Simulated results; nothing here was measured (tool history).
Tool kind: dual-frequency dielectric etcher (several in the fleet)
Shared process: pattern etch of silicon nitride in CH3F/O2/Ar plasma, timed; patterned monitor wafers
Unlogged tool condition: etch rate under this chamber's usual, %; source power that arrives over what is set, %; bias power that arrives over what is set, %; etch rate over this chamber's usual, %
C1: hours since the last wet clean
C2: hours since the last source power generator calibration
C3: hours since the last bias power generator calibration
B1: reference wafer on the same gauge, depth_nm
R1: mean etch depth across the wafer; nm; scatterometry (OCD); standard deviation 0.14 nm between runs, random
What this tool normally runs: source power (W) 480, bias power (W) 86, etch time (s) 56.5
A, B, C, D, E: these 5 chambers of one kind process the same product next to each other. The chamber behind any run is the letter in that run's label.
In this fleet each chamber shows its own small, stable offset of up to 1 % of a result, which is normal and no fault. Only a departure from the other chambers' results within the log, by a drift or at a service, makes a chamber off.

{"run": "1C", "hour": 8.1, "source power (W)": 480, "bias power (W)": 86, "etch time (s)": 56.5, "C1": 35.4, "C2": 2587.1, "C3": 2451.8, "B1": 49.591, "R1": 44.997}
{"run": "2B", "hour": 14.0, "source power (W)": 480, "bias power (W)": 86, "etch time (s)": 56.5, "C1": 168.8, "C2": 3327.1, "C3": 1480.2, "B1": 49.598, "R1": 45.097}
{"run": "3A", "hour": 21.2, "source power (W)": 480, "bias power (W)": 86, "etch time (s)": 56.5, "C1": 279.0, "C2": 3540.6, "C3": 1133.9, "B1": 49.632, "R1": 44.929}
{"run": "4E", "hour": 26.7, "source power (W)": 480, "bias power (W)": 86, "etch time (s)": 56.5, "C1": 68.7, "C2": 2608.2, "C3": 1452.3, "B1": 49.584, "R1": 44.909}
{"run": "5D", "hour": 31.9, "source power (W)": 480, "bias power (W)": 86, "etch time (s)": 56.5, "C1": 342.3, "C2": 2069.2, "C3": 1193.6, "B1": 49.626, "R1": 45.058}
{"run": "6C", "hour": 38.7, "source power (W)": 480, "bias power (W)": 86, "etch time (s)": 56.5, "C1": 66.0, "C2": 2617.7, "C3": 2482.4, "B1": 49.604, "R1": 45.074}
{"run": "7E", "hour": 44.3, "source power (W)": 480, "bias power (W)": 86, "etch time (s)": 56.5, "C1": 86.3, "C2": 2625.8, "C3": 1469.9, "B1": 49.635, "R1": 44.929}
{"run": "8A", "hour": 50.3, "source power (W)": 540, "bias power (W)": 100, "etch time (s)": 56.5, "C1": 308.1, "C2": 3569.7, "C3": 1163.0, "B1": 49.634, "R1": 49.649}
{"run": "9D", "hour": 57.2, "source power (W)": 540, "bias power (W)": 100, "etch time (s)": 56.5, "C1": 367.6, "C2": 2094.5, "C3": 1218.9, "B1": 49.6, "R1": 49.975}
{"run": "10B", "hour": 61.3, "source power (W)": 540, "bias power (W)": 100, "etch time (s)": 56.5, "C1": 216.1, "C2": 3374.4, "C3": 1527.5, "B1": 49.62, "R1": 50.111}
{"run": "11E", "hour": 69.8, "source power (W)": 540, "bias power (W)": 100, "etch time (s)": 56.5, "C1": 111.8, "C2": 2651.3, "C3": 1495.4, "B1": 49.581, "R1": 49.349}
{"run": "12A", "hour": 77.2, "source power (W)": 540, "bias power (W)": 100, "etch time (s)": 56.5, "C1": 335.0, "C2": 3596.6, "C3": 1189.9, "B1": 49.593, "R1": 49.302}
{"run": "13D", "hour": 85.3, "source power (W)": 480, "bias power (W)": 86, "etch time (s)": 56.5, "C1": 395.7, "C2": 2122.6, "C3": 1247.0, "B1": 49.632, "R1": 45.134}
{"run": "14C", "hour": 90.6, "source power (W)": 480, "bias power (W)": 86, "etch time (s)": 63.5, "C1": 117.9, "C2": 2669.6, "C3": 2534.3, "B1": 49.579, "R1": 50.959}
{"hour": 94.1, "done": "chamber D: source power generator calibrated"}
{"run": "15B", "hour": 98.6, "source power (W)": 480, "bias power (W)": 86, "etch time (s)": 63.5, "C1": 253.4, "C2": 3411.7, "C3": 1564.8, "B1": 49.602, "R1": 50.996}
{"run": "16C", "hour": 104.6, "source power (W)": 480, "bias power (W)": 86, "etch time (s)": 63.5, "C1": 131.9, "C2": 2683.6, "C3": 2548.3, "B1": 49.593, "R1": 50.751}
{"run": "17A", "hour": 113.2, "source power (W)": 480, "bias power (W)": 86, "etch time (s)": 63.5, "C1": 371.0, "C2": 3632.6, "C3": 1225.9, "B1": 49.604, "R1": 49.793}
{"run": "18B", "hour": 119.5, "source power (W)": 480, "bias power (W)": 86, "etch time (s)": 63.5, "C1": 274.3, "C2": 3432.6, "C3": 1585.7, "B1": 49.625, "R1": 50.703}
{"run": "19E", "hour": 127.2, "source power (W)": 480, "bias power (W)": 86, "etch time (s)": 50.5, "C1": 169.2, "C2": 2708.7, "C3": 1552.8, "B1": 49.632, "R1": 40.171}
{"run": "20D", "hour": 131.9, "source power (W)": 480, "bias power (W)": 86, "etch time (s)": 50.5, "C1": 442.3, "C2": 37.9, "C3": 1293.6, "B1": 49.634, "R1": 40.604}
{"run": "21D", "hour": 140.1, "source power (W)": 480, "bias power (W)": 86, "etch time (s)": 50.5, "C1": 450.5, "C2": 46.1, "C3": 1301.8, "B1": 49.628, "R1": 40.481}
{"run": "22A", "hour": 149.2, "source power (W)": 480, "bias power (W)": 86, "etch time (s)": 50.5, "C1": 407.0, "C2": 3668.6, "C3": 1261.9, "B1": 49.594, "R1": 39.506}
{"run": "23B", "hour": 156.1, "source power (W)": 480, "bias power (W)": 86, "etch time (s)": 50.5, "C1": 310.9, "C2": 3469.2, "C3": 1622.3, "B1": 49.584, "R1": 40.35}
{"run": "24E", "hour": 161.5, "source power (W)": 480, "bias power (W)": 86, "etch time (s)": 56.5, "C1": 203.5, "C2": 2743.0, "C3": 1587.1, "B1": 49.6, "R1": 44.948}
{"run": "25C", "hour": 168.9, "source power (W)": 480, "bias power (W)": 86, "etch time (s)": 56.5, "C1": 196.2, "C2": 2747.9, "C3": 2612.6, "B1": 49.603, "R1": 45.211}
{"hour": 174.2, "done": "chamber D: wet clean of the chamber"}
{"run": "26A", "hour": 175.8, "source power (W)": 480, "bias power (W)": 86, "etch time (s)": 56.5, "C1": 433.6, "C2": 3695.2, "C3": 1288.5, "B1": 49.548, "R1": 43.929}
{"run": "27D", "hour": 179.7, "source power (W)": 480, "bias power (W)": 86, "etch time (s)": 56.5, "C1": 5.6, "C2": 85.7, "C3": 1341.4, "B1": 49.607, "R1": 45.117}
{"run": "28E", "hour": 186.6, "source power (W)": 480, "bias power (W)": 86, "etch time (s)": 56.5, "C1": 228.6, "C2": 2768.1, "C3": 1612.2, "B1": 49.585, "R1": 44.889}
{"run": "29C", "hour": 194.1, "source power (W)": 480, "bias power (W)": 86, "etch time (s)": 56.5, "C1": 221.4, "C2": 2773.1, "C3": 2637.8, "B1": 49.64, "R1": 45.101}
{"run": "30B", "hour": 198.5, "source power (W)": 480, "bias power (W)": 86, "etch time (s)": 56.5, "C1": 353.3, "C2": 3511.6, "C3": 1664.7, "B1": 49.588, "R1": 45.321}
{"run": "31E", "hour": 203.5, "source power (W)": 480, "bias power (W)": 74, "etch time (s)": 56.5, "C1": 245.5, "C2": 2785.0, "C3": 1629.1, "B1": 49.616, "R1": 42.794}

The same settings go to every chamber for the next run, one line per chamber below. Forecast the results for each:
{"run": "32A", "hour": 210.1, "source power (W)": 480, "bias power (W)": 86, "etch time (s)": 56.5, "R1": "?"}
{"run": "32B", "hour": 210.1, "source power (W)": 480, "bias power (W)": 86, "etch time (s)": 56.5, "R1": "?"}
{"run": "32C", "hour": 210.1, "source power (W)": 480, "bias power (W)": 86, "etch time (s)": 56.5, "R1": "?"}
{"run": "32D", "hour": 210.1, "source power (W)": 480, "bias power (W)": 86, "etch time (s)": 56.5, "R1": "?"}
{"run": "32E", "hour": 210.1, "source power (W)": 480, "bias power (W)": 86, "etch time (s)": 56.5, "R1": "?"}

run=32A R1=43.332
run=32B R1=45.452
run=32C R1=45.110
run=32D R1=45.408
run=32E R1=45.112

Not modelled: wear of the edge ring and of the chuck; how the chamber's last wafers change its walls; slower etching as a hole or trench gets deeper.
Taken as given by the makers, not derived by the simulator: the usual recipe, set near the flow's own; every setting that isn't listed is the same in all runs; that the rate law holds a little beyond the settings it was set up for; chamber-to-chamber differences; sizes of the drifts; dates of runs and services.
